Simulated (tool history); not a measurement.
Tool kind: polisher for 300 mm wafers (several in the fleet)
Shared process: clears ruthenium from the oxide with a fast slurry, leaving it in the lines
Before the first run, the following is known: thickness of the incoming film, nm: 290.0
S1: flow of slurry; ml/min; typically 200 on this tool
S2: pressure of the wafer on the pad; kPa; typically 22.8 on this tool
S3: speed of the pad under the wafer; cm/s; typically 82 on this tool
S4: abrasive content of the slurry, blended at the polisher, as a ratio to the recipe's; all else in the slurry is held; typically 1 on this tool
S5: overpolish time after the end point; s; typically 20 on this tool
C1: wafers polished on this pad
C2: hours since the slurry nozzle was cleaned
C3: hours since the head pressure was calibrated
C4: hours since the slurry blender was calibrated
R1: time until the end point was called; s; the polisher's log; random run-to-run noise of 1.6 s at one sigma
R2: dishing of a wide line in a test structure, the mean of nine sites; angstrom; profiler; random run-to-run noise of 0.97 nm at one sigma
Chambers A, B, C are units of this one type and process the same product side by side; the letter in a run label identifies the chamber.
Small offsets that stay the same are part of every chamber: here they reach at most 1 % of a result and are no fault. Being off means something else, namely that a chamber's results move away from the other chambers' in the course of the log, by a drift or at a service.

{"run": "1B", "hour": 3.5, "S1": 200, "S2": 22.8, "S3": 82, "S4": 1, "S5": 20, "C1": 305, "C2": 224.9, "C3": 844.7, "C4": 347.3, "R1": 82.163, "R2": 516.15}
{"run": "2C", "hour": 7.6, "S1": 200, "S2": 22.8, "S3": 82, "S4": 1, "S5": 20, "C1": 347, "C2": 798.2, "C3": 66.8, "C4": 104.4, "R1": 82.641, "R2": 512.84}
{"run": "3A", "hour": 13.6, "S1": 200, "S2": 22.8, "S3": 82, "S4": 1, "S5": 20, "C1": 413, "C2": 235.6, "C3": 177.9, "C4": 127.0, "R1": 85.464, "R2": 518.71}
{"run": "4A", "hour": 20.1, "S1": 200, "S2": 22.8, "S3": 82, "S4": 1, "S5": 20, "C1": 448, "C2": 242.1, "C3": 184.4, "C4": 133.5, "R1": 81.808, "R2": 544.75}
{"run": "5B", "hour": 23.6, "S1": 200, "S2": 22.8, "S3": 82, "S4": 1, "S5": 20, "C1": 411, "C2": 245.0, "C3": 864.8, "C4": 367.4, "R1": 81.95, "R2": 496.62}
{"run": "6C", "hour": 28.7, "S1": 200, "S2": 22.8, "S3": 82, "S4": 1, "S5": 20, "C1": 458, "C2": 819.3, "C3": 87.9, "C4": 125.5, "R1": 83.655, "R2": 517.95}
{"run": "7B", "hour": 34.4, "S1": 200, "S2": 22.8, "S3": 82, "S4": 1, "S5": 20, "C1": 468, "C2": 255.8, "C3": 875.6, "C4": 378.2, "R1": 79.211, "R2": 505.05}
{"run": "8A", "hour": 40.3, "S1": 200, "S2": 22.8, "S3": 82, "S4": 1, "S5": 20, "C1": 554, "C2": 262.3, "C3": 204.6, "C4": 153.7, "R1": 80.878, "R2": 516.98}
{"run": "9C", "hour": 44.4, "S1": 200, "S2": 22.8, "S3": 82, "S4": 1, "S5": 20, "C1": 541, "C2": 835.0, "C3": 103.6, "C4": 141.2, "R1": 80.374, "R2": 505.71}
{"hour": 49.3, "done": "chamber B: head pressure recalibrated"}
{"run": "10C", "hour": 51.9, "S1": 200, "S2": 22.8, "S3": 82, "S4": 1, "S5": 20, "C1": 580, "C2": 842.5, "C3": 111.1, "C4": 148.7, "R1": 82.743, "R2": 509.2}
{"hour": 52.8, "done": "chamber C: slurry blender recalibrated"}
{"run": "11A", "hour": 59.1, "S1": 200, "S2": 22.8, "S3": 82, "S4": 1, "S5": 20, "C1": 654, "C2": 281.1, "C3": 223.4, "C4": 172.5, "R1": 81.815, "R2": 525.31}
{"hour": 59.7, "done": "chamber B: slurry blender recalibrated"}
{"hour": 60.7, "done": "chamber B: slurry nozzle cleaned"}
{"run": "12B", "hour": 65.0, "S1": 200, "S2": 22.8, "S3": 82, "S4": 1, "S5": 20, "C1": 629, "C2": 4.3, "C3": 15.7, "C4": 5.4, "R1": 91.768, "R2": 462.15}
{"hour": 65.3, "done": "chamber B: worn pad replaced by a new one"}
{"run": "13A", "hour": 68.8, "S1": 200, "S2": 22.8, "S3": 82, "S4": 1, "S5": 20, "C1": 705, "C2": 290.8, "C3": 233.1, "C4": 182.2, "R1": 82.617, "R2": 516.82}
{"run": "14B", "hour": 72.9, "S1": 200, "S2": 22.8, "S3": 82, "S4": 1, "S5": 20, "C1": 40, "C2": 12.2, "C3": 23.6, "C4": 13.3, "R1": 89.319, "R2": 462.95}
{"run": "15C", "hour": 78.2, "S1": 200, "S2": 22.8, "S3": 82, "S4": 1, "S5": 20, "C1": 719, "C2": 868.8, "C3": 137.4, "C4": 25.4, "R1": 81.286, "R2": 523.12}
{"run": "16A", "hour": 82.7, "S1": 200, "S2": 22.8, "S3": 82, "S4": 1, "S5": 20, "C1": 778, "C2": 304.7, "C3": 247.0, "C4": 196.1, "R1": 83.565, "R2": 526.8}
{"run": "17B", "hour": 89.7, "S1": 200, "S2": 22.8, "S3": 82, "S4": 1, "S5": 20, "C1": 128, "C2": 29.0, "C3": 40.4, "C4": 30.1, "R1": 91.524, "R2": 477.41}
{"run": "18C", "hour": 97.1, "S1": 200, "S2": 22.8, "S3": 82, "S4": 1, "S5": 20, "C1": 819, "C2": 887.7, "C3": 156.3, "C4": 44.3, "R1": 82.728, "R2": 501.73}
{"run": "19C", "hour": 103.3, "S1": 200, "S2": 22.8, "S3": 82, "S4": 1, "S5": 20, "C1": 852, "C2": 893.9, "C3": 162.5, "C4": 50.5, "R1": 81.256, "R2": 505.49}
{"run": "20A", "hour": 109.1, "S1": 200, "S2": 22.8, "S3": 82, "S4": 1, "S5": 20, "C1": 918, "C2": 331.1, "C3": 273.4, "C4": 222.5, "R1": 80.712, "R2": 526.02}
{"run": "21B", "hour": 114.1, "S1": 200, "S2": 22.8, "S3": 82, "S4": 1, "S5": 20, "C1": 257, "C2": 53.4, "C3": 64.8, "C4": 54.5, "R1": 91.191, "R2": 452.33}
{"run": "22A", "hour": 117.9, "S1": 200, "S2": 22.8, "S3": 82, "S4": 1, "S5": 20, "C1": 964, "C2": 339.9, "C3": 282.2, "C4": 231.3, "R1": 81.315, "R2": 515.08}
{"run": "23C", "hour": 124.2, "S1": 200, "S2": 19.3, "S3": 82, "S4": 1, "S5": 28, "C1": 962, "C2": 914.8, "C3": 183.4, "C4": 71.4, "R1": 96.06, "R2": 581.87}
{"run": "24B", "hour": 129.3, "S1": 200, "S2": 19.3, "S3": 82, "S4": 1, "S5": 28, "C1": 337, "C2": 68.6, "C3": 80.0, "C4": 69.7, "R1": 105.54, "R2": 539.99}
{"run": "25A", "hour": 133.9, "S1": 200, "S2": 19.3, "S3": 82, "S4": 1, "S5": 28, "C1": 1049, "C2": 355.9, "C3": 298.2, "C4": 247.3, "R1": 95.785, "R2": 565.3}

Read the log: is a single chamber off, either drifting away or since a service, is the gauge that measures every chamber drifting, or is nothing wrong beyond small per-chamber offsets? Name any odd chamber and what most likely caused it.

A service on chamber B put it out of line with the rest.
Most likely cause: head's pressure below its setpoint, % = 11.7.

Below are 4 candidate recipes for chamber B's next run, each the usual settings with a change, their results shown as question marks. Which of them brings B's results back in line with what the other chambers give on the usual settings?
In line means no further than this from the other chambers' mean on the usual settings: R1 5.500 s; R2 34.00 angstrom
{"run": "26B-1", "hour": 139.3, "S1": 200, "S2": 24.1, "S3": 86, "S4": 1.0, "S5": 20, "R1": "?", "R2": "?"}
{"run": "26B-2", "hour": 139.3, "S1": 195, "S2": 20.7, "S3": 74, "S4": 0.95, "S5": 19, "R1": "?", "R2": "?"}
{"run": "26B-3", "hour": 139.3, "S1": 205, "S2": 25.5, "S3": 90, "S4": 1.05, "S5": 21, "R1": "?", "R2": "?"}
{"run": "26B-4", "hour": 139.3, "S1": 200, "S2": 21.4, "S3": 78, "S4": 1.0, "S5": 20, "R1": "?", "R2": "?"}

The mean the other chambers reach with the usual settings: R1 82.180 s; R2 516.53 angstrom
run=26B-1 R1=81.380 R2=501.99
run=26B-2 R1=113.480 R2=366.46
run=26B-3 R1=71.744 R2=574.12
run=26B-4 R1=101.410 R2=420.40
The answer is 26B-1, which returns the chamber to within the allowed miss of the others.
